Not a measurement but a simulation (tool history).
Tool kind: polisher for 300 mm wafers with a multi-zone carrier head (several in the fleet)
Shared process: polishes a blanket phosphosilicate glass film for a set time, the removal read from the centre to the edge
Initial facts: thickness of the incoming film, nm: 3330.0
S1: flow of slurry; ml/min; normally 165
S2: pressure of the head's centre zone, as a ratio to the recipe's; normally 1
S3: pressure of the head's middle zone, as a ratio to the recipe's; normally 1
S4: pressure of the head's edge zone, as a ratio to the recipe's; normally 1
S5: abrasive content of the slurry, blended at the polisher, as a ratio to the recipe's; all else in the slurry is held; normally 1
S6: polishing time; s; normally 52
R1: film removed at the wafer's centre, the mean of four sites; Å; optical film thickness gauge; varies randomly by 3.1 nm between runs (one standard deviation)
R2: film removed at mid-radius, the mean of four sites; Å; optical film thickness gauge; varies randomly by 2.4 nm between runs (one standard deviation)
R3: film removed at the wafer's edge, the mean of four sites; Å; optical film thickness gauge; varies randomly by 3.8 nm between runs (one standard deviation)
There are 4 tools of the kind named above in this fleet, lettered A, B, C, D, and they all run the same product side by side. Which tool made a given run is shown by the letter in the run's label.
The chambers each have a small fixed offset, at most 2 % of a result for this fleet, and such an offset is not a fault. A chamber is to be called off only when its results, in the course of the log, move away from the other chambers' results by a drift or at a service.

run   hour   S1    S2  S3    S4    S5  S6      R1      R2      R3
       3.1  -- chamber D: worn pad replaced by a new one
       5.4  -- chamber C: worn pad replaced by a new one
 1D    9.9  165     1   1     1     1  52  3995.9  3960.6  3966.2
 2B   18.4  165     1   1     1     1  52  3938.5  3890.7  3893.5
 3C   31.3  165     1   1     1     1  52  3958.6  3968.3    3881
 4A   43.7  165     1   1     1     1  52  3977.6  3999.4  3988.6
 5D   52.4  165     1   1     1     1  52  3962.2  3942.3  3984.2
      53.8  -- chamber B: worn pad replaced by a new one
      59.1  -- chamber A: worn pad replaced by a new one
 6C   61.5  165  1.07   1     1   1.1  52  4494.1  4137.3    4055
 7A   73.1  165  1.07   1     1   1.1  52  4367.3  4181.2  4151.9
 8B   81.1  165  1.07   1     1   1.1  52  4383.9  4076.5  4108.6
      87.6  -- chamber D: slurry nozzle cleaned
 9D   88.3  165  1.07   1     1   1.1  52  4401.3  4133.3  4198.1
      94.7  -- chamber D: centre zone pressure recalibrated
      96.5  -- chamber B: edge zone pressure recalibrated
      97.4  -- chamber D: worn pad replaced by a new one
10A   98.1  165     1   1     1     1  52    3916  4005.4  3968.3
     102.2  -- chamber C: worn pad replaced by a new one
11C  105.2  165     1   1     1     1  52  4029.9    3991  3971.7
12B  114.1  165     1   1     1     1  52  3896.2  3952.4  3934.9
13C  124.3  130     1   1     1  1.15  52  3982.9  4023.7  3993.5
14D  132.5  130     1   1     1  1.15  52  3977.8  3994.6  4010.9
     138.5  -- chamber C: slurry nozzle cleaned
15A  140.4  130     1   1     1  1.15  52  3886.9  4082.7  4113.9
       145  -- chamber B: worn pad replaced by a new one
16B  149.6  130     1   1     1  1.15  52    3968    3970  4096.3
17B  158.6  165     1   1     1     1  52  3939.1  3932.7  3861.8
18A    166  135     1   1   1.1     1  52  3718.1    3868  4097.6
19C  174.8  135     1   1   1.1     1  52  3789.2  3798.2  3981.6
     182.3  -- chamber C: worn pad replaced by a new one
20D  187.1  135     1   1   1.1     1  52  3767.6  3842.5  4018.9
     191.5  -- chamber D: worn pad replaced by a new one
21D  197.4  135     1   1   1.1     1  52  3734.6  3826.9    4072
     204.5  -- chamber A: worn pad replaced by a new one
22A    207  165     1   1     1     1  52  3898.1  3985.9  3950.6
23C  213.6  165     1   1     1     1  52    4044  4006.5  3970.8
     215.7  -- chamber A: slurry nozzle cleaned
24B  220.8  165     1   1     1     1  52  3955.9    3914  3903.2
25C  227.3  165     1   1     1     1  52  3995.2  3951.5  3975.5
26A  235.1  165     1   1     1     1  52  3927.4  4002.3  4027.3
27B  244.3  165     1   1   1.1     1  62  4630.5  4661.7  4961.7
     251.7  -- chamber B: worn pad replaced by a new one
28D  255.5  165     1   1   1.1     1  62  4762.8    4709  4934.4
     261.6  -- chamber B: slurry nozzle cleaned
29C  267.2  165     1   1   1.1     1  62  4815.8  4704.4  4910.8
30A  275.8  165     1   1   1.1     1  62  4675.8  4722.6  4956.4
     282.2  -- chamber C: worn pad replaced by a new one
31D  284.5  165     1   1     1     1  52  3958.3  4007.6  3967.2
32B  294.6  165     1   1     1     1  52  3866.4  3919.1  3946.4
       299  -- chamber D: worn pad replaced by a new one
     299.7  -- chamber A: edge zone pressure recalibrated
33C    306  165     1   1     1     1  52  4011.4  3950.2  3919.1
34A  313.6  165     1   1     1     1  52  3876.1  4028.4  3942.8
35D  320.1  165     1   1     1     1  52  4027.8    3982  3958.1
36B  327.4  165     1   1     1     1  52  3946.7  3920.1  3878.3
37A    339  165     1   1     1     1  52  3914.1  4011.1  3937.3
       342  -- chamber B: worn pad replaced by a new one
38C  351.3  165     1   1     1     1  52  4019.4  3953.2  3890.4
39D    360  165   0.9   1  1.08     1  52  3532.7  3955.4    4083
40B  370.4  165   0.9   1  1.08     1  52    3462  3948.6  4104.6
41B  376.1  165   0.9   1  1.08     1  52  3486.1  3911.3  4110.2

Has any chamber moved away from the others, gradually or after a service, or does the common gauge drift, or do the chambers differ only by their own small steady offsets? State the chamber and the most likely cause if one applies.

All chambers stay in line apart from their small fixed offsets, and the gauge does not drift.
